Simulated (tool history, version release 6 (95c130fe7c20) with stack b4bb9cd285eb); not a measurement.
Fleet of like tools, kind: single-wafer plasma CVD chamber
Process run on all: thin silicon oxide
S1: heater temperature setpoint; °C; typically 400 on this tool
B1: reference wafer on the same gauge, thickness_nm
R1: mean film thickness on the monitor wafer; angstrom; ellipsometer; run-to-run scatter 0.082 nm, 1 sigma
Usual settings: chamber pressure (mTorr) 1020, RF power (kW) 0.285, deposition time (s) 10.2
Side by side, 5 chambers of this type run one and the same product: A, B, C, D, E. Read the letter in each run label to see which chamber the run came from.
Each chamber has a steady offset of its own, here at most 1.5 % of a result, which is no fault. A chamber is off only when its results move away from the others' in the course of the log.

Run 1B, hour 5.0: usual settings; B1 18.794. Result: R1 224.04 angstrom.
Run 2E, hour 12.2: usual settings; B1 18.801. Result: R1 225.44 angstrom.
Run 3D, hour 21.8: usual settings; B1 18.799. Result: R1 221.74 angstrom.
Run 4A, hour 31.4: usual settings; B1 18.784. Result: R1 224.46 angstrom.
Run 5C, hour 42.1: usual settings; B1 18.800. Result: R1 225.24 angstrom.
Run 6E, hour 51.1: usual settings; B1 18.801. Result: R1 226.02 angstrom.
Run 7A, hour 57.4: usual settings; B1 18.797. Result: R1 224.21 angstrom.
Run 8D, hour 67.0: usual settings but deposition time (s) 11.0; B1 18.800. Result: R1 239.20 angstrom.
Run 9B, hour 74.6: usual settings but deposition time (s) 11.0; B1 18.792. Result: R1 240.71 angstrom.
Run 10C, hour 81.5: usual settings but deposition time (s) 11.0; B1 18.783. Result: R1 243.41 angstrom.
Run 11B, hour 90.3: usual settings but deposition time (s) 11.0; B1 18.813. Result: R1 240.01 angstrom.
Run 12A, hour 95.3: usual settings but deposition time (s) 11.0; B1 18.804. Result: R1 241.08 angstrom.
Run 13D, hour 100.0: usual settings; B1 18.812. Result: R1 220.28 angstrom.
Run 14E, hour 104.8: usual settings; B1 18.790. Result: R1 225.21 angstrom.
Run 15C, hour 111.0: usual settings; B1 18.796. Result: R1 226.89 angstrom.
At hour 117.1: chamber A: capacitance manometer re-zeroed and calibrated.
Run 16A, hour 117.7: usual settings; B1 18.800. Result: R1 217.40 angstrom.
Run 17E, hour 126.4: usual settings but S1 389 °C, chamber pressure (mTorr) 1170; B1 18.778. Result: R1 248.30 angstrom.
Run 18B, hour 133.0: usual settings but S1 389 °C, chamber pressure (mTorr) 1170; B1 18.795. Result: R1 246.65 angstrom.
Run 19C, hour 140.5: usual settings but S1 389 °C, chamber pressure (mTorr) 1170; B1 18.806. Result: R1 247.89 angstrom.
Run 20D, hour 147.1: usual settings but S1 389 °C, chamber pressure (mTorr) 1170; B1 18.805. Result: R1 244.29 angstrom.
Run 21D, hour 156.5: usual settings but S1 389 °C, chamber pressure (mTorr) 1170; B1 18.826. Result: R1 244.08 angstrom.
Run 22C, hour 164.1: usual settings; B1 18.801. Result: R1 226.51 angstrom.
Run 23A, hour 173.5: usual settings; B1 18.798. Result: R1 218.70 angstrom.
Run 24E, hour 179.2: usual settings; B1 18.793. Result: R1 224.14 angstrom.
Run 25B, hour 187.6: usual settings but RF power (kW) 0.315; B1 18.799. Result: R1 232.19 angstrom.
Run 26E, hour 196.1: usual settings but RF power (kW) 0.315; B1 18.811. Result: R1 232.80 angstrom.
Run 27A, hour 203.7: usual settings but RF power (kW) 0.315; B1 18.796. Result: R1 226.69 angstrom.
At hour 205.2: chamber A: RF generator calibrated.
Run 28C, hour 209.3: usual settings but RF power (kW) 0.315; B1 18.776. Result: R1 236.30 angstrom.
Run 29D, hour 220.1: usual settings but RF power (kW) 0.315; B1 18.798. Result: R1 230.87 angstrom.
At hour 226.7: chamber C: RF generator calibrated.
Run 30B, hour 229.6: usual settings; B1 18.789. Result: R1 222.97 angstrom.
Run 31C, hour 239.4: usual settings; B1 18.815. Result: R1 226.52 angstrom.
Run 32B, hour 247.9: usual settings; B1 18.803. Result: R1 223.19 angstrom.
Run 33E, hour 254.3: usual settings; B1 18.808. Result: R1 223.50 angstrom.
Run 34A, hour 264.4: usual settings; B1 18.804. Result: R1 218.10 angstrom.

Has any chamber moved away from the others, gradually or after a service, or does the common gauge drift, or do the chambers differ only by their own small steady offsets? State the chamber and the most likely cause if one applies.

The work done on chamber A during a service left it standing apart from the others.
Likeliest cause: true pressure below the setpoint (%) = 3.81.

Here are 4 candidates for chamber A's next run, each the usual settings with a change, their results left as question marks. Which one brings its results back in line with what the others give on the usual settings?
Allowed miss from the other chambers' usual-settings mean, per result, to count as in line: R1 2.90 angstrom
Run 35A-1, hour 272.3: usual settings but chamber pressure (mTorr) 960, RF power (kW) 0.280. Result: R1 ?.
Run 35A-2, hour 272.3: usual settings but RF power (kW) 0.290, deposition time (s) 10.7. Result: R1 ?.
Run 35A-3, hour 272.3: usual settings but chamber pressure (mTorr) 1050, RF power (kW) 0.290. Result: R1 ?.
Run 35A-4, hour 272.3: usual settings but RF power (kW) 0.265. Result: R1 ?.

The mean the other chambers reach with the usual settings: R1 223.97 angstrom
  run      R1
35A-1  206.42
35A-2  230.56
35A-3  223.97
35A-4  211.59
The answer is 35A-3, which returns the chamber to within the allowed miss of the others.
